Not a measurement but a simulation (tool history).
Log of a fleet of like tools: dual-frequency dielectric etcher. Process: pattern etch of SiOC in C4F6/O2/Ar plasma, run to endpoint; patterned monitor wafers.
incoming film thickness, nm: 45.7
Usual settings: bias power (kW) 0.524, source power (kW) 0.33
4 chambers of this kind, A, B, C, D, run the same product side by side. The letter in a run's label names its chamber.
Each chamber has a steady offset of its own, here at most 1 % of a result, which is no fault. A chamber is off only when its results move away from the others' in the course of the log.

run	day	bias power (kW)	source power (kW)	endpoint time (s)
1D	0.371	0.524	0.33	16.024
# day 0.725: chamber B: wet clean of the chamber
# day 0.85: chamber C: wet clean of the chamber
2B	0.908	0.524	0.33	16.059
3A	1.275	0.524	0.33	16.103
# day 1.383: chamber D: wet clean of the chamber
4C	1.625	0.524	0.33	15.966
5D	2.021	0.524	0.33	16.033
6C	2.529	0.607	0.38	14.477
7A	2.912	0.607	0.38	14.642
8B	3.304	0.607	0.38	14.547
9B	3.708	0.607	0.38	14.52
10D	4.217	0.524	0.33	16.287
11A	4.554	0.524	0.33	16.176
12C	4.896	0.524	0.33	15.871
13B	5.492	0.524	0.33	16.3
14A	5.95	0.524	0.33	16.203
15D	6.283	0.524	0.33	15.908
16C	6.633	0.439	0.39	16.076
17D	6.954	0.439	0.39	16.218
18C	7.429	0.439	0.39	16.24
19A	7.929	0.439	0.39	16.161
20B	8.321	0.524	0.33	16.171
21C	8.929	0.524	0.33	16.15
22A	9.471	0.524	0.33	16.349
23B	9.958	0.524	0.33	16.102
24D	10.442	0.524	0.33	16.092
25C	10.746	0.524	0.33	16.022
26B	11.083	0.524	0.33	16.318
27D	11.483	0.524	0.33	16.073
28A	11.792	0.524	0.4	15.29
29B	12.15	0.524	0.4	15.193
30A	12.746	0.524	0.4	15.338
31C	13.121	0.524	0.4	14.944

What goes on in this fleet: one chamber off, a drifting gauge, or nothing beyond the chambers' own small offsets? Name the chamber and the cause, if any.

No chamber stands off beyond its own small offset, and the gauge holds steady.
